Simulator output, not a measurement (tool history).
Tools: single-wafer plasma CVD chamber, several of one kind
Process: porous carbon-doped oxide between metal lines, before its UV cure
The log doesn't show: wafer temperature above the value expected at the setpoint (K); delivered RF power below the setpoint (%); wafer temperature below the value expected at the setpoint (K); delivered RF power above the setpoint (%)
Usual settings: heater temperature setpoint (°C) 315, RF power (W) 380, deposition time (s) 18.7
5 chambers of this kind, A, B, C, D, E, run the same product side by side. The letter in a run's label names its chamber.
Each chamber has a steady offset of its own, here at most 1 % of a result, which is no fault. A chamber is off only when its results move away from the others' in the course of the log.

| run | hour | heater temperature setpoint (°C) | RF power (W) | deposition time (s) | hours since the last thermocouple change | hours since the last RF generator calibration | read-back reference wafer on the same gauge, thickness_nm | mean film thickness on the monitor wafer (angstrom) |
|---|---|---|---|---|---|---|---|---|
| 1E | 2.6 | 315 | 380 | 18.7 | 1309.0 | 241.9 | 78.651 | 779.86 |
| 2D | 5.0 | 315 | 380 | 18.7 | 1160.4 | 214.2 | 78.631 | 764.97 |
| 3B | 9.5 | 315 | 380 | 18.7 | 1860.5 | 348.6 | 78.646 | 777.11 |
| 4C | 12.4 | 315 | 380 | 18.7 | 97.7 | 1167.0 | 78.662 | 775.12 |
| 5A | 14.9 | 315 | 380 | 18.7 | 1487.5 | 506.3 | 78.555 | 775.76 |
| 6C | 17.2 | 315 | 380 | 18.7 | 102.5 | 1171.8 | 78.539 | 764.35 |
| 7A | 19.8 | 315 | 380 | 18.7 | 1492.4 | 511.2 | 78.596 | 779.57 |
| 8D | 24.1 | 315 | 380 | 18.7 | 1179.5 | 233.3 | 78.639 | 771.00 |
| 9B | 27.1 | 315 | 380 | 18.7 | 1878.1 | 366.2 | 78.602 | 774.24 |
| 10E | 31.6 | 315 | 380 | 18.7 | 1338.0 | 270.9 | 78.607 | 763.11 |
| 11A | 34.8 | 315 | 380 | 18.7 | 1507.4 | 526.2 | 78.645 | 769.82 |
| 12B | 39.4 | 315 | 380 | 18.7 | 1890.4 | 378.5 | 78.677 | 777.71 |
| 13C | 43.2 | 315 | 380 | 18.7 | 128.5 | 1197.8 | 78.665 | 769.69 |
| 14D | 47.9 | 315 | 330 | 16.9 | 1203.3 | 257.1 | 78.635 | 626.36 |
| 15E | 51.4 | 315 | 330 | 16.9 | 1357.8 | 290.7 | 78.617 | 619.81 |
| 16A | 53.7 | 315 | 330 | 16.9 | 1526.3 | 545.1 | 78.604 | 625.48 |
| 17C | 57.6 | 315 | 330 | 16.9 | 142.9 | 1212.2 | 78.648 | 622.96 |
| 18E | 61.5 | 315 | 330 | 16.9 | 1367.9 | 300.8 | 78.644 | 627.36 |
| 19B | 63.8 | 325 | 380 | 20.7 | 1914.8 | 402.9 | 78.602 | 808.02 |
| 20D | 67.9 | 325 | 380 | 20.7 | 1223.3 | 277.1 | 78.744 | 803.94 |
| 21E | 70.9 | 325 | 380 | 20.7 | 1377.3 | 310.2 | 78.593 | 801.91 |
| 22C | 74.9 | 325 | 380 | 20.7 | 160.2 | 1229.5 | 78.704 | 811.49 |
| 23D | 78.5 | 325 | 380 | 20.7 | 1233.9 | 287.7 | 78.565 | 808.57 |
|  | 81.2 | chamber B: thermocouple changed; heater temperature recalibrated |
| 24B | 83.2 | 315 | 380 | 16.5 | 2.0 | 422.3 | 78.576 | 686.34 |
| 25A | 85.3 | 315 | 380 | 16.5 | 1557.9 | 576.7 | 78.593 | 690.61 |
| 26E | 88.7 | 315 | 380 | 16.5 | 1395.1 | 328.0 | 78.560 | 676.61 |
| 27A | 92.6 | 315 | 380 | 16.5 | 1565.2 | 584.0 | 78.633 | 693.56 |
| 28D | 95.6 | 315 | 380 | 16.5 | 1251.0 | 304.8 | 78.578 | 686.15 |
| 29C | 99.7 | 315 | 380 | 18.7 | 185.0 | 1254.3 | 78.605 | 769.54 |
| 30B | 103.3 | 315 | 380 | 18.7 | 22.1 | 442.4 | 78.467 | 775.24 |
| 31D | 107.6 | 315 | 380 | 18.7 | 1263.0 | 316.8 | 78.653 | 769.09 |
| 32A | 110.8 | 315 | 380 | 18.7 | 1583.4 | 602.2 | 78.460 | 775.65 |
| 33C | 115.4 | 315 | 380 | 18.7 | 200.7 | 1270.0 | 78.567 | 770.29 |
| 34E | 117.6 | 315 | 380 | 18.7 | 1424.0 | 356.9 | 78.582 | 773.74 |

Next, every chamber runs the same settings. What will each give?
| 35A | 121.0 | 315 | 380 | 15.6 |  |  |  | ? |
| 35B | 121.0 | 315 | 380 | 15.6 |  |  |  | ? |
| 35C | 121.0 | 315 | 380 | 15.6 |  |  |  | ? |
| 35D | 121.0 | 315 | 380 | 15.6 |  |  |  | ? |
| 35E | 121.0 | 315 | 380 | 15.6 |  |  |  | ? |

| run | mean film thickness on the monitor wafer (angstrom) |
|---|---|
| 35A | 650.13 |
| 35B | 648.21 |
| 35C | 651.29 |
| 35D | 649.20 |
| 35E | 643.27 |
